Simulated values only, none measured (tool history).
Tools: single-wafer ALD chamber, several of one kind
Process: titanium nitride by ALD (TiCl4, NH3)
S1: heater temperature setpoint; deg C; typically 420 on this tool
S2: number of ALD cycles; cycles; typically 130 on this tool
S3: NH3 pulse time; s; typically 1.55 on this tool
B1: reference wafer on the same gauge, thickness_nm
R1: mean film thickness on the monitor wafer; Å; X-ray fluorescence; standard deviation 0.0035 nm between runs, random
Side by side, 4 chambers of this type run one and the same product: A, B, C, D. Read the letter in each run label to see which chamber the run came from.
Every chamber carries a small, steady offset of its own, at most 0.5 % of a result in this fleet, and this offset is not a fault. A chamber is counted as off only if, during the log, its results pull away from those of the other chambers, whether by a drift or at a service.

run   hour   S1   S2    S3      B1      R1
 1C    3.6  420  130  1.55  2.3301  28.852
 2D    9.5  420  130  1.55  2.3290  28.673
 3A   15.4  420  130  1.55  2.3299  28.587
 4B   20.5  420  130  1.55  2.3290  28.661
 5B   25.2  420  130  1.55  2.3287  28.783
 6A   28.3  420  130  1.55  2.3285  28.547
 7D   34.8  420  130  1.55  2.3284  28.714
 8C   39.6  420  117  0.95  2.3278  25.423
 9D   45.4  420  117  0.95  2.3274  25.331
10B   51.5  420  117  0.95  2.3272  25.332
11C   58.0  420  117  0.95  2.3261  25.407
12A   64.9  420  130  1.55  2.3265  28.520
13C   70.9  420  130  1.55  2.3266  28.810
14B   76.3  420  130  1.55  2.3257  28.670
15A   83.2  420  130  1.81  2.3260  28.607
16D   87.8  420  130  1.81  2.3251  28.773
17D   91.4  420  130  1.81  2.3257  28.832
18C   98.1  420  130  1.81  2.3253  28.833
19A  103.3  420  130  1.55  2.3249  28.457
20B  109.2  420  130  1.55  2.3242  28.705
21D  115.2  420  130  1.55  2.3242  28.638
22C  119.6  420  130  1.55  2.3240  28.730
23A  124.0  420  130  1.55  2.3241  28.490
24B  127.5  420  130  1.55  2.3233  28.646
25C  132.4  420  130  1.55  2.3235  28.720
26B  138.6  420  130  1.81  2.3223  28.805
27A  143.2  420  130  1.81  2.3227  28.651
28D  149.1  420  130  1.81  2.3226  28.744
29C  155.3  420  130  1.81  2.3211  28.810
30B  161.8  420  130  1.55  2.3222  28.649
     163.3  -- chamber C: thermocouple changed; heater temperature recalibrated
31A  165.4  432  130  2.13  2.3214  28.752
32D  172.2  432  130  2.13  2.3211  28.942
33B  179.0  432  130  2.13  2.3206  28.913
34D  185.7  432  130  2.13  2.3202  29.019
35A  190.9  420  130  1.55  2.3198  28.376
36C  195.3  420  130  1.55  2.3192  28.618
37D  199.9  420  130  1.55  2.3193  28.587
38B  206.6  420  130  1.55  2.3191  28.630
39C  211.1  420  130  1.55  2.3196  28.656
40A  215.0  420  130  1.55  2.3189  28.366
41A  218.0  412  130  2.01  2.3184  28.510
42C  222.8  412  130  2.01  2.3183  28.819

Predict what each chamber gives when all 4 of them run the settings below next.
43A  227.8  420  130  1.73       ?
43B  227.8  420  130  1.73       ?
43C  227.8  420  130  1.73       ?
43D  227.8  420  130  1.73       ?

run      R1
43A  28.508
43B  28.752
43C  28.732
43D  28.672
